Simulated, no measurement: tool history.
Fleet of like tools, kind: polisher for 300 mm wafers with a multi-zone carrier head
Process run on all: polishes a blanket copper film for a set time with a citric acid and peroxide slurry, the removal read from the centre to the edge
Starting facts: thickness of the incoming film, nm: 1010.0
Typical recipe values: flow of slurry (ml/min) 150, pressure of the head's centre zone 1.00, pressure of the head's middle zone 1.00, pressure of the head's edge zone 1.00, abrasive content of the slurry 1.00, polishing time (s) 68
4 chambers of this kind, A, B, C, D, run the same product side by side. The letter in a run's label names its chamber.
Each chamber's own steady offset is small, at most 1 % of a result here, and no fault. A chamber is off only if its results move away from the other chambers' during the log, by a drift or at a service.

run,hour,flow of slurry (ml/min),pressure of the head's centre zone,pressure of the head's middle zone,pressure of the head's edge zone,abrasive content of the slurry,polishing time (s),film removed at the wafer's centre (angstrom),film removed at mid-radius (angstrom),film removed at the wafer's edge (angstrom)
# hour 2.7: chamber B: worn pad replaced by a new one
1D,6.5,150,1.00,1.00,1.00,1.00,68,1637.4,1599.4,1645.8
2C,13.8,150,1.00,1.00,1.00,1.00,68,1609.4,1597.7,1603.2
3A,19.3,150,1.00,1.00,1.00,1.00,68,1616.6,1629.2,1638.0
4B,23.7,150,1.00,1.00,1.00,1.00,68,1633.3,1630.7,1627.7
5B,28.8,150,1.00,1.00,1.00,1.00,68,1644.8,1668.6,1628.8
6A,34.1,150,1.00,1.00,1.00,1.00,68,1626.7,1601.9,1578.8
7C,40.1,170,1.00,1.00,1.00,1.10,68,1663.0,1634.5,1668.4
8D,44.9,170,1.00,1.00,1.00,1.10,68,1679.0,1686.5,1690.4
9B,48.9,170,1.00,1.00,1.00,1.10,68,1707.3,1705.2,1722.5
# hour 49.9: chamber B: worn pad replaced by a new one
10C,53.6,170,1.00,1.00,1.00,1.10,68,1655.5,1656.4,1657.7
11A,58.0,150,1.00,1.00,1.00,1.00,68,1598.4,1599.2,1597.7
# hour 58.1: chamber D: slurry nozzle cleaned
12D,65.4,150,1.00,1.00,1.00,1.00,68,1637.7,1601.7,1625.1
# hour 67.3: chamber B: slurry nozzle cleaned
13C,70.0,150,1.00,1.00,1.00,1.00,68,1565.3,1544.6,1553.6
14B,77.9,150,1.00,1.00,1.00,1.00,68,1649.5,1616.4,1636.7
# hour 80.9: chamber A: worn pad replaced by a new one
# hour 85.6: chamber D: worn pad replaced by a new one
# hour 86.2: chamber C: centre zone pressure recalibrated
15A,86.5,150,1.00,1.00,1.00,1.00,68,1610.8,1622.2,1581.5
16D,94.1,150,1.00,1.00,1.00,1.00,68,1619.5,1605.2,1669.4
# hour 100.2: chamber B: worn pad replaced by a new one
17A,100.6,150,0.94,1.00,1.00,1.15,68,1527.3,1649.3,1673.9
18D,105.6,150,0.94,1.00,1.00,1.15,68,1561.1,1683.1,1682.0
19B,113.0,150,0.94,1.00,1.00,1.15,68,1556.3,1664.8,1667.2
20C,117.2,150,0.94,1.00,1.00,1.15,68,1465.4,1559.7,1588.5
# hour 123.8: chamber A: edge zone pressure recalibrated
21C,124.5,150,1.00,1.00,1.07,1.15,68,1544.5,1549.0,1615.2
# hour 125.9: chamber B: centre zone pressure recalibrated
22B,131.9,150,1.00,1.00,1.07,1.15,68,1648.1,1652.0,1721.4
# hour 134.5: chamber D: edge zone pressure recalibrated
23D,136.8,150,1.00,1.00,1.07,1.15,68,1692.3,1655.9,1728.1
24A,141.1,150,1.00,1.00,1.07,1.15,68,1634.5,1661.7,1739.1
25B,145.9,150,1.00,1.00,1.00,1.00,68,1659.5,1622.4,1595.6
# hour 150.6: chamber B: worn pad replaced by a new one
26D,152.8,150,1.00,1.00,1.00,1.20,68,1681.7,1657.9,1695.7
27A,159.5,150,1.00,1.00,1.00,1.20,68,1682.2,1645.2,1685.6
28C,164.8,150,1.00,1.00,1.00,1.20,68,1521.8,1520.9,1552.9
29B,170.1,150,1.00,1.00,1.00,1.20,68,1698.4,1656.6,1686.8
30A,176.3,150,1.00,1.00,1.00,1.00,68,1608.2,1617.1,1603.5
31C,180.1,150,1.00,0.95,1.00,1.00,79,1689.6,1606.5,1658.3

All 4 chambers run these settings next. Forecast each chamber's results:
32A,186.3,150,1.00,1.00,1.00,1.00,68,?,?,?
32B,186.3,150,1.00,1.00,1.00,1.00,68,?,?,?
32C,186.3,150,1.00,1.00,1.00,1.00,68,?,?,?
32D,186.3,150,1.00,1.00,1.00,1.00,68,?,?,?

run,film removed at the wafer's centre (angstrom),film removed at mid-radius (angstrom),film removed at the wafer's edge (angstrom)
32A,1633.0,1590.7,1611.7
32B,1648.5,1616.2,1644.0
32C,1456.2,1450.1,1465.8
32D,1632.7,1601.7,1614.4

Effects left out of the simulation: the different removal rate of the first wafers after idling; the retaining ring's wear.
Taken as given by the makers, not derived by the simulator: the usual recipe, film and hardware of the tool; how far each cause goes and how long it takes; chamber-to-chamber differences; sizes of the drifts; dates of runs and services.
